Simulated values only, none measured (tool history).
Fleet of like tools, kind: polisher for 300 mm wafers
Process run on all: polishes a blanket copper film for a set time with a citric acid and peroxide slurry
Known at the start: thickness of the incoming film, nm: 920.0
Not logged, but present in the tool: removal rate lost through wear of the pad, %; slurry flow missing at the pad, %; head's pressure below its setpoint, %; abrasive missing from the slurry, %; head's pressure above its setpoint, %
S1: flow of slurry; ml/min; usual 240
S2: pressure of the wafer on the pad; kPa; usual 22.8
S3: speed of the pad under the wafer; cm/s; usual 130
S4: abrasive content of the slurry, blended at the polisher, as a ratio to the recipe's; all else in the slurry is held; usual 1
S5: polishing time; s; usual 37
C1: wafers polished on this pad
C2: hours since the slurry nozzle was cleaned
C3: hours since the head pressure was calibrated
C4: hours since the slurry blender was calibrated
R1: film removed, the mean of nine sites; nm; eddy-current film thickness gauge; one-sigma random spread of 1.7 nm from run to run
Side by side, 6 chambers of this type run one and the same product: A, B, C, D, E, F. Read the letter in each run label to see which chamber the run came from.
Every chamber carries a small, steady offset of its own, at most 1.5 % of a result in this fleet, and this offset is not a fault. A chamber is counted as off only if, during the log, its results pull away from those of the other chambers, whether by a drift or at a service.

| run | day | S1 | S2 | S3 | S4 | S5 | C1 | C2 | C3 | C4 | R1 |
|---|---|---|---|---|---|---|---|---|---|---|---|
|  | 0.233 | chamber A: slurry blender recalibrated |
| 1B | 0.338 | 240 | 22.8 | 130 | 1 | 37 | 778 | 388.7 | 687.8 | 188.5 | 118.28 |
|  | 0.712 | chamber F: worn pad replaced by a new one |
| 2D | 0.967 | 240 | 22.8 | 130 | 1 | 37 | 792 | 41 | 998.6 | 42.9 | 120.29 |
|  | 1.412 | chamber B: worn pad replaced by a new one |
| 3C | 1.567 | 240 | 22.8 | 130 | 1 | 37 | 1010 | 43.7 | 383.1 | 98 | 119.81 |
|  | 1.804 | chamber C: worn pad replaced by a new one |
| 4F | 1.896 | 240 | 22.8 | 130 | 1 | 37 | 352 | 218.4 | 75.8 | 99.6 | 118.18 |
|  | 1.95 | chamber B: slurry blender recalibrated |
|  | 2.229 | chamber D: worn pad replaced by a new one |
| 5A | 2.525 | 240 | 22.8 | 130 | 1 | 30 | 841 | 295.2 | 159.9 | 55 | 95.824 |
|  | 2.55 | chamber B: slurry nozzle cleaned |
|  | 2.829 | chamber C: slurry blender recalibrated |
| 6E | 3.038 | 240 | 22.8 | 130 | 1 | 30 | 932 | 152.3 | 1019.8 | 275.5 | 96.949 |
|  | 3.179 | chamber A: worn pad replaced by a new one |
| 7F | 3.479 | 240 | 22.8 | 130 | 1 | 30 | 822 | 256.4 | 113.8 | 137.6 | 97.151 |
|  | 3.675 | chamber E: slurry blender recalibrated |
| 8E | 3.967 | 240 | 22.8 | 130 | 1 | 30 | 1208 | 174.6 | 1042.1 | 7.1 | 95.775 |
|  | 4.079 | chamber B: head pressure recalibrated |
|  | 4.342 | chamber F: worn pad replaced by a new one |
| 9D | 4.388 | 240 | 22.8 | 130 | 1 | 30 | 642 | 123.1 | 1080.7 | 125 | 95.632 |
| 10A | 4.738 | 240 | 22.8 | 130 | 1 | 30 | 463 | 348.3 | 213 | 108.1 | 92.778 |
|  | 4.917 | chamber B: worn pad replaced by a new one |
|  | 5.038 | chamber D: head pressure recalibrated |
|  | 5.071 | chamber E: worn pad replaced by a new one |
| 11C | 5.121 | 240 | 22.8 | 130 | 1 | 37 | 986 | 129 | 468.4 | 55 | 123.19 |
|  | 5.15 | chamber C: worn pad replaced by a new one |
| 12B | 5.708 | 240 | 22.8 | 130 | 1 | 37 | 235 | 75.8 | 39.1 | 90.3 | 121.15 |
| 13C | 6.375 | 240 | 22.8 | 130 | 1 | 37 | 364 | 159.1 | 498.5 | 85.1 | 122.16 |
|  | 6.7 | chamber D: worn pad replaced by a new one |
|  | 6.804 | chamber D: slurry blender recalibrated |
|  | 6.854 | chamber A: worn pad replaced by a new one |
| 14E | 6.858 | 240 | 22.8 | 130 | 1 | 37 | 531 | 244 | 1111.5 | 76.5 | 116.88 |
| 15D | 7.296 | 240 | 22.8 | 130 | 1 | 37 | 177 | 192.9 | 54.3 | 11.8 | 120.03 |
|  | 7.462 | chamber F: worn pad replaced by a new one |
| 16B | 7.612 | 240 | 22.8 | 130 | 1 | 37 | 801 | 121.5 | 84.8 | 136 | 115.94 |
|  | 8.025 | chamber B: worn pad replaced by a new one |
| 17A | 8.271 | 240 | 22.8 | 130 | 1 | 37 | 421 | 433.1 | 297.8 | 192.9 | 120.19 |
|  | 8.308 | chamber E: head pressure recalibrated |
|  | 8.354 | chamber F: slurry blender recalibrated |
|  | 8.529 | chamber C: slurry blender recalibrated |
| 18F | 8.8 | 240 | 22.8 | 130 | 1 | 37 | 397 | 384.1 | 241.5 | 10.7 | 119.07 |
|  | 8.933 | chamber C: worn pad replaced by a new one |
| 19D | 9.246 | 240 | 22.8 | 130 | 1 | 37 | 756 | 239.7 | 101.1 | 58.6 | 118.72 |
| 20C | 9.679 | 240 | 22.8 | 130 | 1 | 37 | 222 | 238.4 | 577.8 | 27.7 | 117.62 |
|  | 9.842 | chamber E: worn pad replaced by a new one |
| 21E | 10.025 | 240 | 22.8 | 130 | 1 | 37 | 54 | 320 | 41.2 | 152.5 | 120.45 |
|  | 10.346 | chamber A: worn pad replaced by a new one |
| 22F | 10.379 | 240 | 22.8 | 130 | 1 | 37 | 867 | 422 | 279.4 | 48.6 | 118.33 |
| 23A | 10.754 | 240 | 22.8 | 130 | 1 | 37 | 121 | 492.7 | 357.4 | 252.5 | 118.75 |
|  | 11.092 | chamber B: slurry blender recalibrated |
|  | 11.129 | chamber F: worn pad replaced by a new one |
|  | 11.217 | chamber B: worn pad replaced by a new one |
| 24B | 11.354 | 240 | 22.8 | 130 | 1 | 37 | 41 | 211.3 | 174.6 | 6.4 | 118.06 |
|  | 11.375 | chamber D: worn pad replaced by a new one |
| 25B | 11.892 | 240 | 22.8 | 130 | 1 | 37 | 201 | 224.2 | 187.5 | 19.3 | 119.97 |
| 26C | 12.3 | 240 | 22.8 | 130 | 1 | 37 | 1001 | 301.3 | 640.7 | 90.6 | 121.19 |
|  | 12.871 | chamber C: worn pad replaced by a new one |
| 27E | 12.925 | 240 | 22.8 | 130 | 1 | 37 | 916 | 389.6 | 110.8 | 222.1 | 119.01 |
|  | 13.067 | chamber C: slurry blender recalibrated |
|  | 13.321 | chamber D: slurry blender recalibrated |
|  | 13.379 | chamber A: slurry nozzle cleaned |
| 28F | 13.579 | 240 | 22.8 | 130 | 1 | 37 | 728 | 498.8 | 356.2 | 125.4 | 120.92 |
| 29A | 14.083 | 240 | 22.8 | 130 | 1 | 37 | 1111 | 17 | 437.3 | 332.4 | 116.44 |
|  | 14.333 | chamber A: worn pad replaced by a new one |
|  | 14.412 | chamber E: worn pad replaced by a new one |
|  | 14.683 | chamber B: worn pad replaced by a new one |
| 30D | 14.754 | 240 | 22.8 | 130 | 1 | 37 | 1005 | 371.9 | 233.3 | 34.5 | 118.91 |
|  | 15.233 | chamber F: worn pad replaced by a new one |
|  | 15.258 | chamber E: slurry blender recalibrated |
| 31A | 15.354 | 240 | 22.8 | 130 | 1 | 37 | 304 | 47.5 | 467.8 | 362.9 | 116.98 |
|  | 15.592 | chamber D: worn pad replaced by a new one |
| 32D | 15.646 | 240 | 22.8 | 130 | 1 | 37 | 17 | 393.3 | 254.7 | 55.9 | 115.87 |
| 33C | 16.204 | 240 | 22.8 | 130 | 1 | 37 | 990 | 395 | 734.4 | 75.4 | 119.73 |
| 34B | 16.546 | 240 | 22.8 | 130 | 1 | 37 | 553 | 335.9 | 299.2 | 131 | 117.5 |
| 35F | 17.162 | 240 | 22.8 | 130 | 1 | 37 | 574 | 584.8 | 442.2 | 211.4 | 120.72 |
| 36E | 17.504 | 240 | 22.8 | 130 | 1 | 37 | 919 | 499.5 | 220.7 | 53.9 | 119.16 |
| 37E | 17.992 | 240 | 22.8 | 130 | 1 | 37 | 1064 | 511.2 | 232.4 | 65.6 | 117.7 |

Predict what each chamber gives when all 6 of them run the settings below next.
| 38A | 18.471 | 240 | 22.8 | 130 | 1.15 | 37 |  |  |  |  | ? |
| 38B | 18.471 | 240 | 22.8 | 130 | 1.15 | 37 |  |  |  |  | ? |
| 38C | 18.471 | 240 | 22.8 | 130 | 1.15 | 37 |  |  |  |  | ? |
| 38D | 18.471 | 240 | 22.8 | 130 | 1.15 | 37 |  |  |  |  | ? |
| 38E | 18.471 | 240 | 22.8 | 130 | 1.15 | 37 |  |  |  |  | ? |
| 38F | 18.471 | 240 | 22.8 | 130 | 1.15 | 37 |  |  |  |  | ? |

| run | R1 |
|---|---|
| 38A | 123.75 |
| 38B | 121.88 |
| 38C | 120.91 |
| 38D | 122.4 |
| 38E | 119.64 |
| 38F | 121.74 |
